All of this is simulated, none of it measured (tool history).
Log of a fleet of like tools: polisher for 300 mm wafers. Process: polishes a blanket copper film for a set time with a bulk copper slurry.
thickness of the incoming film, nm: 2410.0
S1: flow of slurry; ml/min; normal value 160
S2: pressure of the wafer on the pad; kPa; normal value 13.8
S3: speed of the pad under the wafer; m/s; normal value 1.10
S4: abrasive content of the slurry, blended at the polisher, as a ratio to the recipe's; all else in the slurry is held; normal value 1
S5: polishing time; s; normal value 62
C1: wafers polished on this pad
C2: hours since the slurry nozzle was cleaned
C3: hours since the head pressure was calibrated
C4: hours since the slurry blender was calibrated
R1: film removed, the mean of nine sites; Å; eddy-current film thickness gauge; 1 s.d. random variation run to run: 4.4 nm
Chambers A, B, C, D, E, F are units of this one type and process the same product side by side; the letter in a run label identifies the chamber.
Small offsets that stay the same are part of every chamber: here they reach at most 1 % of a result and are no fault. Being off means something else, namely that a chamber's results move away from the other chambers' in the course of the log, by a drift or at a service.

run,hour,S1,S2,S3,S4,S5,C1,C2,C3,C4,R1
1C,5.8,160,13.8,1.10,1,62,1341,178.2,453.8,294.8,3806.1
# hour 5.9: chamber C: worn pad replaced by a new one
# hour 7.4: chamber A: worn pad replaced by a new one
2E,14.3,160,13.8,1.10,1,62,298,277.6,170.0,293.2,3788.6
3F,24.9,160,13.8,1.10,1,62,760,236.1,546.7,43.0,3763.3
# hour 28.3: chamber C: slurry blender recalibrated
# hour 33.9: chamber F: slurry nozzle cleaned
4B,35.4,160,13.8,1.10,1,62,861,173.1,472.6,129.9,3809.8
# hour 40.4: chamber B: worn pad replaced by a new one
5D,42.4,160,13.8,1.10,1,62,926,66.2,839.9,72.9,3746.3
# hour 45.0: chamber D: worn pad replaced by a new one
6A,49.2,160,13.8,1.10,1,62,419,164.2,164.0,78.0,3763.4
7A,60.7,160,13.8,1.10,1,62,535,175.7,175.5,89.5,3725.6
8C,66.9,160,13.8,1.10,1,62,612,239.3,514.9,38.6,3734.8
9D,75.5,160,13.8,0.72,1,62,306,99.3,873.0,106.0,2474.1
# hour 80.0: chamber B: head pressure recalibrated
# hour 80.2: chamber A: worn pad replaced by a new one
# hour 82.7: chamber D: slurry blender recalibrated
10E,84.0,160,13.8,0.72,1,62,998,347.3,239.7,362.9,2465.9
# hour 84.3: chamber E: worn pad replaced by a new one
# hour 85.1: chamber E: slurry blender recalibrated
11F,90.9,160,13.8,0.72,1,62,1423,57.1,612.7,109.0,2497.0
# hour 91.6: chamber F: worn pad replaced by a new one
# hour 96.3: chamber B: slurry blender recalibrated
12B,96.8,160,13.8,0.72,1,62,566,234.5,16.8,0.6,2472.8
13E,107.8,160,13.8,0.72,1,62,236,371.1,263.5,22.8,2488.1
# hour 115.8: chamber C: worn pad replaced by a new one
14F,116.5,160,13.8,0.72,1,62,250,82.7,638.3,134.6,2498.6
# hour 122.7: chamber D: worn pad replaced by a new one
15C,127.5,160,13.8,1.10,1,62,118,299.9,575.5,99.2,3871.3
# hour 132.5: chamber B: worn pad replaced by a new one
16A,137.1,160,13.8,1.10,1,62,572,252.1,251.9,165.9,3813.9
# hour 145.3: chamber D: head pressure recalibrated
17D,146.7,160,13.8,1.10,1,62,241,170.5,1.4,64.1,3765.0
# hour 150.3: chamber A: worn pad replaced by a new one
# hour 152.2: chamber E: head pressure recalibrated
18B,158.4,190,11.0,1.10,1,62,261,296.1,78.4,62.2,3152.9
19B,166.6,190,11.0,1.10,1,62,343,304.3,86.6,70.4,3102.5
20E,172.1,190,11.0,1.10,1,62,881,435.4,19.9,87.1,3080.3
# hour 173.5: chamber E: worn pad replaced by a new one
# hour 174.9: chamber D: slurry blender recalibrated
21F,177.3,190,11.0,1.10,1,62,860,143.5,699.1,195.4,3091.2
# hour 183.1: chamber A: slurry blender recalibrated
22D,187.2,190,11.0,1.10,1,62,647,211.0,41.9,12.3,3058.9
23C,195.2,190,11.0,1.10,1,62,797,367.6,643.2,166.9,3187.4
# hour 200.0: chamber F: slurry blender recalibrated
24A,203.2,160,13.8,1.10,1,62,531,318.2,318.0,20.2,3747.6
25C,214.5,185,13.8,1.10,1,55,991,386.9,662.5,186.2,3548.9
# hour 216.3: chamber D: worn pad replaced by a new one
# hour 217.2: chamber B: worn pad replaced by a new one
# hour 218.3: chamber A: worn pad replaced by a new one
26A,223.2,185,13.8,1.10,1,55,49,338.2,338.0,40.2,3442.1
27D,232.2,185,13.8,1.10,1,55,160,256.0,86.9,57.3,3394.9
# hour 239.0: chamber C: worn pad replaced by a new one
28F,239.5,185,13.8,1.10,1,55,1485,205.7,761.3,39.5,3498.8
# hour 239.7: chamber F: worn pad replaced by a new one
# hour 242.4: chamber B: slurry nozzle cleaned
29B,245.6,185,13.8,1.10,1,55,285,3.2,165.6,149.4,3478.2
30E,252.9,185,13.8,1.10,1,55,798,516.2,100.7,167.9,3479.1
31C,259.2,160,13.8,1.38,1,51,203,431.6,707.2,230.9,4212.5
32F,267.5,160,13.8,1.38,1,51,279,233.7,789.3,67.5,3956.1
33A,277.3,160,13.8,1.38,1,51,593,392.3,392.1,94.3,3929.3
34B,283.4,160,13.8,1.38,1,51,665,41.0,203.4,187.2,3857.5
# hour 288.8: chamber E: worn pad replaced by a new one
# hour 289.2: chamber B: worn pad replaced by a new one
# hour 291.8: chamber D: slurry blender recalibrated
# hour 292.4: chamber D: worn pad replaced by a new one
35D,293.1,160,13.8,1.38,1,51,7,316.9,147.8,1.4,3886.6
# hour 294.3: chamber B: slurry blender recalibrated
36E,302.0,160,13.8,1.38,1,51,132,565.3,149.8,217.0,3943.9
37D,313.5,160,13.8,1.10,1,62,212,337.3,168.2,21.8,3773.0
38E,319.1,160,13.8,1.10,1,62,304,582.4,166.9,234.1,3810.7
39B,326.5,160,13.8,1.10,1,62,375,84.1,246.5,32.3,3748.6

For the next run the whole fleet of 6 chambers uses the same settings. Give each chamber's results:
40A,335.1,160,17.9,1.10,1,62,,,,,?
40B,335.1,160,17.9,1.10,1,62,,,,,?
40C,335.1,160,17.9,1.10,1,62,,,,,?
40D,335.1,160,17.9,1.10,1,62,,,,,?
40E,335.1,160,17.9,1.10,1,62,,,,,?
40F,335.1,160,17.9,1.10,1,62,,,,,?

run,R1
40A,4887.0
40B,4909.3
40C,5601.2
40D,4902.0
40E,4848.9
40F,4966.2

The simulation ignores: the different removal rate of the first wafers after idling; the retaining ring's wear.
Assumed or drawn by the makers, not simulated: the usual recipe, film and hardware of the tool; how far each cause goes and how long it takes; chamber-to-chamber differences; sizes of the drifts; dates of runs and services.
